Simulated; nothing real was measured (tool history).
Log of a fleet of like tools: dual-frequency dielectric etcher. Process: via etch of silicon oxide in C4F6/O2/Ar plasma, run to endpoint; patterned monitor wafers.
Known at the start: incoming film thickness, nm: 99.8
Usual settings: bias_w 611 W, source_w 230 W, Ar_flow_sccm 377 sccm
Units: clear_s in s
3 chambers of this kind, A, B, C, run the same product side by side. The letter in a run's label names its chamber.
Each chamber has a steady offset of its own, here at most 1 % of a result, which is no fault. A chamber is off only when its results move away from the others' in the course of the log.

{"run": "1B", "hour": 9.2, "bias_w": 611, "source_w": 230, "Ar_flow_sccm": 377, "clear_s": 25.539}
{"run": "2A", "hour": 15.7, "bias_w": 611, "source_w": 230, "Ar_flow_sccm": 377, "clear_s": 25.626}
{"run": "3C", "hour": 20.1, "bias_w": 611, "source_w": 230, "Ar_flow_sccm": 377, "clear_s": 25.604}
{"run": "4A", "hour": 27.7, "bias_w": 611, "source_w": 230, "Ar_flow_sccm": 377, "clear_s": 25.602}
{"run": "5C", "hour": 33.0, "bias_w": 611, "source_w": 230, "Ar_flow_sccm": 377, "clear_s": 25.852}
{"run": "6B", "hour": 42.6, "bias_w": 611, "source_w": 180, "Ar_flow_sccm": 445, "clear_s": 28.616}
{"run": "7B", "hour": 49.4, "bias_w": 611, "source_w": 180, "Ar_flow_sccm": 445, "clear_s": 28.036}
{"run": "8A", "hour": 58.7, "bias_w": 611, "source_w": 180, "Ar_flow_sccm": 445, "clear_s": 28.428}
{"run": "9C", "hour": 67.8, "bias_w": 611, "source_w": 230, "Ar_flow_sccm": 377, "clear_s": 25.605}
{"run": "10A", "hour": 74.8, "bias_w": 611, "source_w": 280, "Ar_flow_sccm": 333, "clear_s": 23.41}
{"run": "11B", "hour": 82.1, "bias_w": 611, "source_w": 280, "Ar_flow_sccm": 333, "clear_s": 23.535}
{"run": "12C", "hour": 91.1, "bias_w": 611, "source_w": 280, "Ar_flow_sccm": 333, "clear_s": 23.257}
{"run": "13A", "hour": 99.2, "bias_w": 611, "source_w": 230, "Ar_flow_sccm": 377, "clear_s": 25.571}
{"run": "14C", "hour": 106.1, "bias_w": 611, "source_w": 230, "Ar_flow_sccm": 377, "clear_s": 25.34}
{"run": "15B", "hour": 112.7, "bias_w": 611, "source_w": 230, "Ar_flow_sccm": 377, "clear_s": 25.795}
{"run": "16C", "hour": 121.7, "bias_w": 611, "source_w": 230, "Ar_flow_sccm": 377, "clear_s": 25.355}
{"run": "17A", "hour": 131.4, "bias_w": 611, "source_w": 230, "Ar_flow_sccm": 377, "clear_s": 25.968}
{"run": "18B", "hour": 137.3, "bias_w": 611, "source_w": 230, "Ar_flow_sccm": 377, "clear_s": 25.664}
{"run": "19B", "hour": 146.5, "bias_w": 611, "source_w": 200, "Ar_flow_sccm": 377, "clear_s": 26.764}
{"run": "20A", "hour": 155.8, "bias_w": 611, "source_w": 200, "Ar_flow_sccm": 377, "clear_s": 27.696}
{"run": "21C", "hour": 164.5, "bias_w": 611, "source_w": 200, "Ar_flow_sccm": 377, "clear_s": 27.308}
{"run": "22C", "hour": 171.7, "bias_w": 611, "source_w": 230, "Ar_flow_sccm": 377, "clear_s": 25.443}
{"run": "23A", "hour": 180.0, "bias_w": 658, "source_w": 230, "Ar_flow_sccm": 422, "clear_s": 26.117}
{"run": "24B", "hour": 185.5, "bias_w": 658, "source_w": 230, "Ar_flow_sccm": 422, "clear_s": 24.97}
{"run": "25A", "hour": 189.8, "bias_w": 658, "source_w": 230, "Ar_flow_sccm": 422, "clear_s": 25.796}
{"run": "26C", "hour": 197.5, "bias_w": 611, "source_w": 230, "Ar_flow_sccm": 377, "clear_s": 25.826}
{"run": "27B", "hour": 205.1, "bias_w": 611, "source_w": 230, "Ar_flow_sccm": 377, "clear_s": 25.393}
{"run": "28C", "hour": 211.0, "bias_w": 611, "source_w": 180, "Ar_flow_sccm": 441, "clear_s": 28.614}
{"run": "29B", "hour": 220.6, "bias_w": 611, "source_w": 180, "Ar_flow_sccm": 441, "clear_s": 28.406}

Is one chamber off against the others, does the gauge drift, or is nothing wrong? If a chamber is off, say which, and what the likeliest cause is.

Chamber A drifts away from the others.
Cause: etch rate under this chamber's usual, % = 4.65.

Here are 4 candidates for chamber A's next run, each the usual settings with a change, their results left as question marks. Which one brings its results back in line with what the others give on the usual settings?
In line means no further than this from the other chambers' mean on the usual settings: clear_s 0.790 s
{"run": "30A-1", "hour": 227.6, "bias_w": 755, "source_w": 230, "Ar_flow_sccm": 352, "clear_s": "?"}
{"run": "30A-2", "hour": 227.6, "bias_w": 611, "source_w": 170, "Ar_flow_sccm": 377, "clear_s": "?"}
{"run": "30A-3", "hour": 227.6, "bias_w": 647, "source_w": 240, "Ar_flow_sccm": 377, "clear_s": "?"}
{"run": "30A-4", "hour": 227.6, "bias_w": 542, "source_w": 230, "Ar_flow_sccm": 377, "clear_s": "?"}

The other chambers' mean on the usual settings: clear_s 25.691 s
run=30A-1 clear_s=24.534
run=30A-2 clear_s=30.017
run=30A-3 clear_s=25.885
run=30A-4 clear_s=28.175
30A-3 brings the chamber back in line.
